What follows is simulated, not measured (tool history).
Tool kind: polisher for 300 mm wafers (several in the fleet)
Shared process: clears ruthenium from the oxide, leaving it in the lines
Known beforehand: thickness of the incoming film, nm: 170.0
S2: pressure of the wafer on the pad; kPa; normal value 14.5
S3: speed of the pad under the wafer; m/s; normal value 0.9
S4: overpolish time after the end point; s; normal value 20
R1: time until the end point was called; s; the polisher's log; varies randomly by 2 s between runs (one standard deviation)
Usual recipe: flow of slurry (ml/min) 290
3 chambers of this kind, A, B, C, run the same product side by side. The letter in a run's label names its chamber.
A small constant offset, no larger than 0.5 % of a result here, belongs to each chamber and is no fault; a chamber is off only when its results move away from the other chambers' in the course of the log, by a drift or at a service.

{"run": "1C", "hour": 7.2, "flow of slurry (ml/min)": 290, "S2": 14.5, "S3": 0.9, "S4": 20, "R1": 190.98}
{"hour": 13.2, "done": "chamber C: worn pad replaced by a new one"}
{"hour": 13.8, "done": "chamber A: worn pad replaced by a new one"}
{"run": "2A", "hour": 18.4, "flow of slurry (ml/min)": 290, "S2": 14.5, "S3": 0.9, "S4": 20, "R1": 194.15}
{"run": "3B", "hour": 27.7, "flow of slurry (ml/min)": 290, "S2": 14.5, "S3": 0.9, "S4": 20, "R1": 192.06}
{"run": "4B", "hour": 35.5, "flow of slurry (ml/min)": 290, "S2": 14.5, "S3": 0.9, "S4": 20, "R1": 189.22}
{"hour": 36.7, "done": "chamber B: worn pad replaced by a new one"}
{"run": "5A", "hour": 43.8, "flow of slurry (ml/min)": 290, "S2": 14.5, "S3": 0.9, "S4": 13, "R1": 193.17}
{"run": "6C", "hour": 54.3, "flow of slurry (ml/min)": 290, "S2": 14.5, "S3": 0.9, "S4": 13, "R1": 189.03}
{"run": "7B", "hour": 62.4, "flow of slurry (ml/min)": 290, "S2": 14.5, "S3": 0.9, "S4": 13, "R1": 189.36}
{"run": "8A", "hour": 68.4, "flow of slurry (ml/min)": 290, "S2": 14.5, "S3": 0.9, "S4": 20, "R1": 192.39}
{"run": "9C", "hour": 78.9, "flow of slurry (ml/min)": 290, "S2": 14.5, "S3": 0.9, "S4": 20, "R1": 188.32}
{"hour": 80.0, "done": "chamber C: worn pad replaced by a new one"}
{"run": "10A", "hour": 91.0, "flow of slurry (ml/min)": 290, "S2": 14.5, "S3": 0.9, "S4": 20, "R1": 190.67}
{"run": "11C", "hour": 97.8, "flow of slurry (ml/min)": 290, "S2": 14.5, "S3": 0.9, "S4": 20, "R1": 192.37}
{"run": "12B", "hour": 109.2, "flow of slurry (ml/min)": 290, "S2": 14.5, "S3": 0.9, "S4": 20, "R1": 190.75}
{"run": "13C", "hour": 121.2, "flow of slurry (ml/min)": 290, "S2": 14.5, "S3": 0.9, "S4": 20, "R1": 189.83}
{"run": "14B", "hour": 131.1, "flow of slurry (ml/min)": 290, "S2": 14.5, "S3": 0.9, "S4": 9, "R1": 186.08}
{"hour": 134.1, "done": "chamber C: worn pad replaced by a new one"}
{"hour": 138.4, "done": "chamber A: head pressure recalibrated"}
{"run": "15A", "hour": 139.9, "flow of slurry (ml/min)": 290, "S2": 14.5, "S3": 0.9, "S4": 9, "R1": 178.42}
{"run": "16B", "hour": 146.2, "flow of slurry (ml/min)": 290, "S2": 14.5, "S3": 0.9, "S4": 9, "R1": 191.87}
{"run": "17A", "hour": 152.5, "flow of slurry (ml/min)": 290, "S2": 14.5, "S3": 0.9, "S4": 20, "R1": 177.15}
{"run": "18C", "hour": 162.0, "flow of slurry (ml/min)": 330, "S2": 14.5, "S3": 0.9, "S4": 20, "R1": 187.41}
{"hour": 165.4, "done": "chamber A: worn pad replaced by a new one"}
{"run": "19A", "hour": 167.9, "flow of slurry (ml/min)": 330, "S2": 14.5, "S3": 0.9, "S4": 20, "R1": 177.83}
{"hour": 174.5, "done": "chamber C: slurry nozzle cleaned"}
{"run": "20C", "hour": 177.0, "flow of slurry (ml/min)": 330, "S2": 14.5, "S3": 0.9, "S4": 20, "R1": 186.58}
{"hour": 184.3, "done": "chamber B: worn pad replaced by a new one"}
{"run": "21B", "hour": 185.3, "flow of slurry (ml/min)": 290, "S2": 14.5, "S3": 0.9, "S4": 20, "R1": 191.26}
{"hour": 188.1, "done": "chamber C: worn pad replaced by a new one"}
{"run": "22C", "hour": 196.0, "flow of slurry (ml/min)": 290, "S2": 14.5, "S3": 0.9, "S4": 20, "R1": 191.94}
{"run": "23A", "hour": 203.2, "flow of slurry (ml/min)": 290, "S2": 14.5, "S3": 0.9, "S4": 20, "R1": 178}
{"run": "24B", "hour": 212.7, "flow of slurry (ml/min)": 290, "S2": 14.5, "S3": 0.9, "S4": 20, "R1": 192.65}
{"run": "25C", "hour": 220.6, "flow of slurry (ml/min)": 290, "S2": 14.5, "S3": 0.9, "S4": 24, "R1": 190.49}
{"hour": 228.2, "done": "chamber B: slurry nozzle cleaned"}
{"run": "26B", "hour": 231.8, "flow of slurry (ml/min)": 290, "S2": 14.5, "S3": 0.9, "S4": 24, "R1": 194.72}
{"hour": 239.9, "done": "chamber C: head pressure recalibrated"}
{"run": "27A", "hour": 243.4, "flow of slurry (ml/min)": 290, "S2": 14.5, "S3": 0.9, "S4": 24, "R1": 177.26}
{"run": "28C", "hour": 251.4, "flow of slurry (ml/min)": 290, "S2": 14.5, "S3": 0.9, "S4": 20, "R1": 189.99}
{"hour": 252.9, "done": "chamber C: worn pad replaced by a new one"}
{"run": "29A", "hour": 259.2, "flow of slurry (ml/min)": 290, "S2": 14.5, "S3": 0.9, "S4": 20, "R1": 179.39}
{"run": "30B", "hour": 267.6, "flow of slurry (ml/min)": 290, "S2": 14.5, "S3": 0.9, "S4": 20, "R1": 194.53}
{"run": "31C", "hour": 273.1, "flow of slurry (ml/min)": 290, "S2": 14.5, "S3": 0.9, "S4": 20, "R1": 190.06}
{"run": "32A", "hour": 279.5, "flow of slurry (ml/min)": 290, "S2": 14.5, "S3": 0.7, "S4": 20, "R1": 227.61}
{"run": "33B", "hour": 291.1, "flow of slurry (ml/min)": 290, "S2": 14.5, "S3": 0.7, "S4": 20, "R1": 248.08}
{"run": "34B", "hour": 298.3, "flow of slurry (ml/min)": 290, "S2": 14.5, "S3": 0.7, "S4": 20, "R1": 245.76}

Does one chamber stand apart from the rest, does the shared gauge drift, or is all well apart from small per-chamber offsets? Give the chamber and the most likely cause, where there is one.

A service on chamber A put it out of line with the rest.
Cause: head's pressure above its setpoint, % = 8.72.

Chamber A could run next with any of the 4 candidate recipes listed below; each alters the usual settings, and their results appear as question marks. Which one brings its results back in line with what the other chambers deliver on the usual settings?
A result is in line if it is within this distance of the other chambers' mean on the usual settings: R1 7 s
{"run": "35A-1", "hour": 306.9, "flow of slurry (ml/min)": 290, "S2": 15.2, "S3": 0.98, "S4": 20, "R1": "?"}
{"run": "35A-2", "hour": 306.9, "flow of slurry (ml/min)": 290, "S2": 13.8, "S3": 0.88, "S4": 20, "R1": "?"}
{"run": "35A-3", "hour": 306.9, "flow of slurry (ml/min)": 285, "S2": 14.5, "S3": 0.78, "S4": 20, "R1": "?"}
{"run": "35A-4", "hour": 306.9, "flow of slurry (ml/min)": 290, "S2": 14.5, "S3": 0.96, "S4": 20, "R1": "?"}

Mean of the other chambers on the usual settings: R1 191.03 s
run=35A-1 R1=154.73
run=35A-2 R1=189.74
run=35A-3 R1=203.95
run=35A-4 R1=165.57
It is 35A-2 that realigns the chamber with its peers.

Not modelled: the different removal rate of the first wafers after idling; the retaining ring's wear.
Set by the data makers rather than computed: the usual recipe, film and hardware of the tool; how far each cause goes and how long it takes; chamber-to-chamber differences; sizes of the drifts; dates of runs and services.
